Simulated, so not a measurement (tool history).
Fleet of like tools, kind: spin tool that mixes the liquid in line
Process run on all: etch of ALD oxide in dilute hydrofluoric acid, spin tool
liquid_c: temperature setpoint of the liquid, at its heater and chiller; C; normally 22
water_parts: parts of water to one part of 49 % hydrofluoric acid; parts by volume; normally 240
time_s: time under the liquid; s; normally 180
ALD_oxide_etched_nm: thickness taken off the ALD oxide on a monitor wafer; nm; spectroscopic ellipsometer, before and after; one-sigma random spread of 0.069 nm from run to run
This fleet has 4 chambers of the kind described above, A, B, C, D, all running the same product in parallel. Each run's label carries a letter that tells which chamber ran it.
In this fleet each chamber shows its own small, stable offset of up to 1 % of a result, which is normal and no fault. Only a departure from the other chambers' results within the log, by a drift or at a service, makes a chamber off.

| run | day | liquid_c | water_parts | time_s | hours since the thermometer was replaced | hours since the hydrofluoric acid flow meter was replaced | read-back film thickness of the ALD oxide reference wafer, read on the same gauge (nm) | ALD_oxide_etched_nm |
|---|---|---|---|---|---|---|---|---|
| 1C | 0.429 | 22 | 240 | 180 | 397.1 | 503.4 | 50.039 | 7.2063 |
| 2D | 0.712 | 22 | 240 | 180 | 1512.7 | 680.2 | 50.005 | 7.1560 |
| 3B | 1.262 | 22 | 240 | 180 | 905.1 | 1094.7 | 49.993 | 7.2012 |
| 4A | 1.517 | 22 | 240 | 180 | 399.2 | 905.9 | 49.969 | 7.1599 |
|  | 1.817 | chamber B: hydrofluoric acid flow meter replaced |
| 5B | 2.046 | 22 | 240 | 180 | 923.9 | 5.5 | 49.984 | 7.2181 |
| 6C | 2.408 | 22 | 240 | 180 | 444.6 | 550.9 | 50.037 | 7.2497 |
| 7D | 2.971 | 22 | 240 | 180 | 1566.9 | 734.4 | 50.001 | 7.1665 |
| 8A | 3.321 | 22 | 240 | 180 | 442.5 | 949.2 | 50.020 | 7.2078 |
| 9B | 3.617 | 22 | 150 | 110 | 961.6 | 43.2 | 50.011 | 7.6970 |
| 10C | 4.183 | 22 | 150 | 110 | 487.2 | 593.5 | 50.002 | 8.0335 |
| 11A | 4.717 | 22 | 150 | 110 | 476.0 | 982.7 | 49.978 | 7.6950 |
| 12D | 5.292 | 22 | 150 | 110 | 1622.6 | 790.1 | 49.973 | 7.9363 |
| 13B | 5.717 | 22 | 240 | 180 | 1012.0 | 93.6 | 50.022 | 7.2836 |
| 14A | 6.075 | 22 | 240 | 180 | 508.6 | 1015.3 | 49.982 | 7.0798 |
| 15D | 6.383 | 22 | 240 | 180 | 1648.8 | 816.3 | 50.050 | 7.2214 |
|  | 6.462 | chamber D: hydrofluoric acid flow meter replaced |
| 16C | 6.871 | 22 | 240 | 180 | 551.7 | 658.0 | 50.030 | 7.2941 |
| 17D | 7.396 | 22 | 150 | 180 | 1673.1 | 22.5 | 50.021 | 12.6890 |
| 18A | 7.762 | 22 | 150 | 180 | 549.1 | 1055.8 | 49.986 | 12.0050 |
| 19C | 8.150 | 22 | 150 | 180 | 582.4 | 688.7 | 50.007 | 12.9640 |
| 20B | 8.462 | 22 | 150 | 180 | 1077.9 | 159.5 | 50.023 | 12.5090 |
| 21D | 8.833 | 22 | 240 | 180 | 1707.6 | 57.0 | 50.014 | 7.1170 |
| 22B | 9.125 | 22 | 240 | 180 | 1093.8 | 175.4 | 49.968 | 7.1923 |
| 23A | 9.538 | 22 | 240 | 180 | 591.7 | 1098.4 | 50.011 | 6.8779 |
| 24C | 9.883 | 22 | 240 | 180 | 624.0 | 730.3 | 49.979 | 7.3348 |
| 25D | 10.429 | 22 | 240 | 180 | 1745.9 | 95.3 | 49.978 | 7.3560 |
| 26C | 10.746 | 22 | 240 | 180 | 644.7 | 751.0 | 49.952 | 7.3140 |
| 27B | 11.008 | 22 | 240 | 180 | 1139.0 | 220.6 | 50.001 | 7.2064 |
| 28A | 11.450 | 22 | 240 | 180 | 637.6 | 1144.3 | 49.976 | 6.6741 |
| 29C | 11.892 | 22 | 240 | 180 | 672.2 | 778.5 | 49.956 | 7.2267 |
| 30B | 12.388 | 22 | 240 | 180 | 1172.1 | 253.7 | 49.993 | 7.2012 |
| 31D | 12.662 | 22 | 240 | 180 | 1799.5 | 148.9 | 49.990 | 7.2023 |
| 32A | 13.129 | 22 | 185 | 180 | 677.9 | 1184.6 | 49.994 | 8.9170 |
| 33C | 13.475 | 22 | 185 | 180 | 710.2 | 816.5 | 50.002 | 10.1970 |
| 34A | 13.958 | 22 | 185 | 180 | 697.8 | 1204.5 | 49.995 | 8.8796 |
| 35B | 14.217 | 22 | 185 | 180 | 1216.0 | 297.6 | 49.960 | 9.9429 |
| 36D | 14.717 | 22 | 240 | 180 | 1848.8 | 198.2 | 50.009 | 7.3065 |
| 37B | 15.075 | 22 | 240 | 180 | 1236.6 | 318.2 | 50.021 | 7.2169 |

Predict what each chamber gives when all 4 of them run the settings below next.
| 38A | 15.500 | 22 | 240 | 180 |  |  |  | ? |
| 38B | 15.500 | 22 | 240 | 180 |  |  |  | ? |
| 38C | 15.500 | 22 | 240 | 180 |  |  |  | ? |
| 38D | 15.500 | 22 | 240 | 180 |  |  |  | ? |

| run | ALD_oxide_etched_nm |
|---|---|
| 38A | 6.2826 |
| 38B | 7.2211 |
| 38C | 7.3742 |
| 38D | 7.1232 |
